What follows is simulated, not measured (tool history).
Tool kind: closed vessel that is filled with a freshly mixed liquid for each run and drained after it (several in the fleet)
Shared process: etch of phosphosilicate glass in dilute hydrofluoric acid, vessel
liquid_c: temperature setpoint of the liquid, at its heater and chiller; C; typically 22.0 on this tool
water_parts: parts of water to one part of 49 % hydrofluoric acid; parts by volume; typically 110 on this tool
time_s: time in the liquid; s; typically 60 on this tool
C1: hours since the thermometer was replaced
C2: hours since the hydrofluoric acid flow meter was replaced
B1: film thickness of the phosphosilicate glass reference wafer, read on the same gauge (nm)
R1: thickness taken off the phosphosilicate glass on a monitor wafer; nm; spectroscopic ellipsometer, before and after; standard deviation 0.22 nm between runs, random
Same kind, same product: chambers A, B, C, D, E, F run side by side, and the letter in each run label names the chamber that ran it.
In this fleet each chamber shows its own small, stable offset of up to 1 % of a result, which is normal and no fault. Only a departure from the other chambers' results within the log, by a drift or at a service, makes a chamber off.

Run 1E, hour 9.0: usual settings; C1 808.2; C2 1365.9; B1 50.018. Result: R1 30.300 nm.
Run 2C, hour 17.7: usual settings; C1 738.4; C2 635.9; B1 50.009. Result: R1 29.647 nm.
Run 3D, hour 24.5: usual settings; C1 1256.3; C2 963.5; B1 49.972. Result: R1 30.808 nm.
Run 4A, hour 31.9: usual settings; C1 1656.6; C2 901.6; B1 50.000. Result: R1 30.198 nm.
Run 5F, hour 43.4: usual settings; C1 303.5; C2 531.0; B1 50.006. Result: R1 30.083 nm.
Run 6B, hour 50.7: usual settings; C1 555.3; C2 335.7; B1 49.999. Result: R1 30.029 nm.
Run 7F, hour 58.0: usual settings; C1 318.1; C2 545.6; B1 49.999. Result: R1 30.191 nm.
Run 8B, hour 66.0: usual settings but liquid_c 19.0 C, time_s 70 s; C1 570.6; C2 351.0; B1 50.005. Result: R1 31.371 nm.
Run 9E, hour 76.6: usual settings but liquid_c 19.0 C, time_s 70 s; C1 875.8; C2 1433.5; B1 50.002. Result: R1 30.973 nm.
Run 10A, hour 83.5: usual settings but liquid_c 19.0 C, time_s 70 s; C1 1708.2; C2 953.2; B1 49.965. Result: R1 31.484 nm.
Run 11C, hour 91.6: usual settings but liquid_c 19.0 C, time_s 70 s; C1 812.3; C2 709.8; B1 49.989. Result: R1 31.043 nm.
Run 12D, hour 101.1: usual settings but liquid_c 19.0 C, time_s 70 s; C1 1332.9; C2 1040.1; B1 50.015. Result: R1 31.062 nm.
Run 13C, hour 107.5: usual settings but liquid_c 19.0 C, time_s 70 s; C1 828.2; C2 725.7; B1 50.022. Result: R1 30.993 nm.
At hour 108.8: chamber C: hydrofluoric acid flow meter replaced.
Run 14E, hour 115.7: usual settings; C1 914.9; C2 1472.6; B1 50.005. Result: R1 30.145 nm.
At hour 121.7: chamber F: hydrofluoric acid flow meter replaced.
Run 15D, hour 123.5: usual settings; C1 1355.3; C2 1062.5; B1 50.014. Result: R1 30.304 nm.
Run 16A, hour 134.7: usual settings; C1 1759.4; C2 1004.4; B1 50.011. Result: R1 31.124 nm.
Run 17F, hour 142.5: usual settings; C1 402.6; C2 20.9; B1 49.989. Result: R1 29.883 nm.
Run 18B, hour 149.3: usual settings; C1 653.9; C2 434.3; B1 50.048. Result: R1 30.496 nm.
At hour 150.6: chamber E: hydrofluoric acid flow meter replaced.
Run 19A, hour 155.2: usual settings; C1 1779.9; C2 1024.9; B1 50.012. Result: R1 31.001 nm.
Run 20D, hour 162.3: usual settings; C1 1394.1; C2 1101.3; B1 49.999. Result: R1 30.847 nm.
Run 21B, hour 169.7: usual settings; C1 674.3; C2 454.7; B1 49.993. Result: R1 30.284 nm.
Run 22F, hour 175.4: usual settings; C1 435.5; C2 53.8; B1 50.014. Result: R1 29.793 nm.
Run 23C, hour 186.0: usual settings but liquid_c 25.5 C, time_s 30 s; C1 906.7; C2 77.2; B1 50.005. Result: R1 17.200 nm.
Run 24E, hour 192.4: usual settings but liquid_c 25.5 C, time_s 30 s; C1 991.6; C2 41.9; B1 49.999. Result: R1 17.256 nm.
At hour 201.7: chamber B: thermometer replaced.
Run 25B, hour 204.6: usual settings but liquid_c 25.5 C, time_s 30 s; C1 3.0; C2 489.6; B1 49.976. Result: R1 17.322 nm.
Run 26E, hour 212.7: usual settings but liquid_c 25.5 C, time_s 30 s; C1 1011.9; C2 62.2; B1 49.980. Result: R1 17.042 nm.
Run 27A, hour 218.4: usual settings but liquid_c 25.5 C, time_s 30 s; C1 1843.1; C2 1088.1; B1 50.010. Result: R1 18.157 nm.
Run 28F, hour 227.3: usual settings but liquid_c 25.5 C, time_s 30 s; C1 487.4; C2 105.7; B1 49.965. Result: R1 17.207 nm.
Run 29D, hour 232.7: usual settings; C1 1464.5; C2 1171.7; B1 50.014. Result: R1 30.179 nm.
Run 30C, hour 242.9: usual settings; C1 963.6; C2 134.1; B1 50.001. Result: R1 30.047 nm.
Run 31E, hour 253.3: usual settings; C1 1052.5; C2 102.8; B1 50.010. Result: R1 30.100 nm.
Run 32B, hour 263.8: usual settings but time_s 35 s; C1 62.2; C2 548.8; B1 50.009. Result: R1 17.672 nm.
Run 33F, hour 273.1: usual settings but time_s 35 s; C1 533.2; C2 151.5; B1 49.994. Result: R1 17.419 nm.
Run 34D, hour 284.5: usual settings but time_s 35 s; C1 1516.3; C2 1223.5; B1 49.980. Result: R1 17.549 nm.
Run 35C, hour 289.9: usual settings but time_s 35 s; C1 1010.6; C2 181.1; B1 49.988. Result: R1 17.549 nm.
Run 36A, hour 298.5: usual settings but time_s 35 s; C1 1923.2; C2 1168.2; B1 50.004. Result: R1 18.702 nm.
Run 37A, hour 310.0: usual settings but time_s 35 s; C1 1934.7; C2 1179.7; B1 50.014. Result: R1 18.714 nm.
Run 38E, hour 320.6: usual settings; C1 1119.8; C2 170.1; B1 49.999. Result: R1 29.746 nm.
Run 39B, hour 329.7: usual settings; C1 128.1; C2 614.7; B1 50.002. Result: R1 30.258 nm.
Run 40F, hour 340.7: usual settings; C1 600.8; C2 219.1; B1 50.014. Result: R1 29.917 nm.
Run 41D, hour 346.6: usual settings; C1 1578.4; C2 1285.6; B1 49.993. Result: R1 30.685 nm.
Run 42C, hour 356.8: usual settings; C1 1077.5; C2 248.0; B1 49.980. Result: R1 29.762 nm.

Which is it: a chamber that has drifted or been left off by a service, a gauge drift common to all chambers, or only each chamber's usual small offset? If a chamber is off, name it and its likeliest cause.

One chamber, A, drifts off from the rest bit by bit.
What lies behind it: hydrofluoric acid flow above the setpoint (%) = 7.23.
The log may not separate it from: liquid hotter than its thermometer reads (K).

Below are 4 candidate recipes for chamber A's next run, each the usual settings with a change, their results shown as question marks. Which of them brings A's results back in line with what the other chambers give on the usual settings?
Allowed miss from the other chambers' usual-settings mean, per result, to count as in line: R1 0.790 nm
Run 43A-1, hour 365.6: usual settings but time_s 55 s. Result: R1 ?.
Run 43A-2, hour 365.6: usual settings but liquid_c 22.5 C. Result: R1 ?.
Run 43A-3, hour 365.6: usual settings but time_s 65 s. Result: R1 ?.
Run 43A-4, hour 365.6: usual settings but liquid_c 21.5 C. Result: R1 ?.

The mean the other chambers reach with the usual settings: R1 30.073 nm
  run      R1
43A-1  29.855
43A-2  33.244
43A-3  35.284
43A-4  31.906
43A-1 puts the chamber back in line with the other chambers.
